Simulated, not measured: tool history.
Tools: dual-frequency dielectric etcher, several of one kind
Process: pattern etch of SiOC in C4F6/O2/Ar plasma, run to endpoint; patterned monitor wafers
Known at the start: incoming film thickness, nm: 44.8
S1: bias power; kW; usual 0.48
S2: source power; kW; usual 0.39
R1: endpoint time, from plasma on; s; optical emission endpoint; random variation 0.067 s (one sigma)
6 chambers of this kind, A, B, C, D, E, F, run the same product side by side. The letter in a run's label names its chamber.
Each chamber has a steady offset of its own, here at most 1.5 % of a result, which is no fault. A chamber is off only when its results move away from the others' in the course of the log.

{"run": "1B", "day": 0.279, "S1": 0.48, "S2": 0.39, "R1": 15.435}
{"run": "2D", "day": 0.462, "S1": 0.48, "S2": 0.39, "R1": 15.446}
{"run": "3E", "day": 0.729, "S1": 0.48, "S2": 0.39, "R1": 15.375}
{"run": "4A", "day": 0.983, "S1": 0.48, "S2": 0.39, "R1": 15.327}
{"run": "5C", "day": 1.238, "S1": 0.423, "S2": 0.43, "R1": 15.755}
{"run": "6F", "day": 1.417, "S1": 0.423, "S2": 0.43, "R1": 15.694}
{"run": "7E", "day": 1.596, "S1": 0.423, "S2": 0.43, "R1": 15.522}
{"run": "8A", "day": 1.812, "S1": 0.423, "S2": 0.43, "R1": 15.452}
{"run": "9F", "day": 2.062, "S1": 0.423, "S2": 0.43, "R1": 15.581}
{"run": "10B", "day": 2.333, "S1": 0.423, "S2": 0.43, "R1": 15.7}
{"run": "11D", "day": 2.512, "S1": 0.48, "S2": 0.39, "R1": 15.422}
{"run": "12C", "day": 2.654, "S1": 0.48, "S2": 0.39, "R1": 15.665}
{"run": "13E", "day": 2.946, "S1": 0.48, "S2": 0.39, "R1": 15.478}
{"run": "14B", "day": 3.112, "S1": 0.568, "S2": 0.39, "R1": 14.624}
{"run": "15D", "day": 3.288, "S1": 0.568, "S2": 0.39, "R1": 14.518}
{"run": "16F", "day": 3.579, "S1": 0.568, "S2": 0.39, "R1": 14.545}
{"run": "17C", "day": 3.858, "S1": 0.568, "S2": 0.39, "R1": 14.611}
{"run": "18A", "day": 4.017, "S1": 0.568, "S2": 0.39, "R1": 14.355}
{"day": 4.288, "done": "chamber F: wet clean of the chamber"}
{"run": "19D", "day": 4.304, "S1": 0.568, "S2": 0.39, "R1": 14.461}
{"run": "20E", "day": 4.546, "S1": 0.48, "S2": 0.39, "R1": 15.467}
{"run": "21A", "day": 4.796, "S1": 0.48, "S2": 0.39, "R1": 15.217}
{"run": "22B", "day": 5.108, "S1": 0.48, "S2": 0.43, "R1": 15.04}
{"run": "23C", "day": 5.275, "S1": 0.48, "S2": 0.43, "R1": 14.984}
{"run": "24F", "day": 5.562, "S1": 0.48, "S2": 0.43, "R1": 14.816}
{"run": "25E", "day": 5.783, "S1": 0.48, "S2": 0.43, "R1": 14.872}
{"run": "26A", "day": 5.996, "S1": 0.48, "S2": 0.43, "R1": 14.716}
{"run": "27B", "day": 6.271, "S1": 0.48, "S2": 0.43, "R1": 15.105}
{"run": "28F", "day": 6.412, "S1": 0.48, "S2": 0.39, "R1": 15.41}
{"run": "29D", "day": 6.675, "S1": 0.48, "S2": 0.39, "R1": 15.534}
{"run": "30C", "day": 6.929, "S1": 0.48, "S2": 0.39, "R1": 15.676}
{"run": "31D", "day": 7.158, "S1": 0.376, "S2": 0.45, "R1": 16}
{"day": 7.25, "done": "chamber D: wet clean of the chamber"}
{"run": "32C", "day": 7.404, "S1": 0.376, "S2": 0.45, "R1": 16.207}
{"run": "33A", "day": 7.7, "S1": 0.376, "S2": 0.45, "R1": 15.821}
{"run": "34E", "day": 7.938, "S1": 0.376, "S2": 0.45, "R1": 15.908}
{"run": "35F", "day": 8.092, "S1": 0.376, "S2": 0.45, "R1": 15.766}
{"run": "36B", "day": 8.358, "S1": 0.376, "S2": 0.45, "R1": 16.401}
{"run": "37E", "day": 8.592, "S1": 0.48, "S2": 0.39, "R1": 15.389}
{"run": "38D", "day": 8.879, "S1": 0.48, "S2": 0.39, "R1": 15.337}
{"run": "39B", "day": 9.075, "S1": 0.48, "S2": 0.39, "R1": 15.912}
{"run": "40F", "day": 9.354, "S1": 0.48, "S2": 0.39, "R1": 15.425}
{"run": "41A", "day": 9.558, "S1": 0.48, "S2": 0.39, "R1": 15.31}

What goes on in this fleet: one chamber off, a drifting gauge, or nothing beyond the chambers' own small offsets? Name the chamber and the cause, if any.

Chamber B drifts away from the others.
Cause: etch rate under this chamber's usual, % = 2.89.

Here are 4 candidates for chamber B's next run, each the usual settings with a change, their results left as question marks. Which one brings its results back in line with what the others give on the usual settings?
In line means no further than this from the other chambers' mean on the usual settings: R1 0.23 s
{"run": "42B-1", "day": 9.792, "S1": 0.48, "S2": 0.36, "R1": "?"}
{"run": "42B-2", "day": 9.792, "S1": 0.48, "S2": 0.42, "R1": "?"}
{"run": "42B-3", "day": 9.792, "S1": 0.445, "S2": 0.36, "R1": "?"}
{"run": "42B-4", "day": 9.792, "S1": 0.515, "S2": 0.42, "R1": "?"}

The other chambers' mean on the usual settings: R1 15.43 s
run=42B-1 R1=16.391
run=42B-2 R1=15.469
run=42B-3 R1=16.861
run=42B-4 R1=15.068
42B-2 brings the chamber back in line.
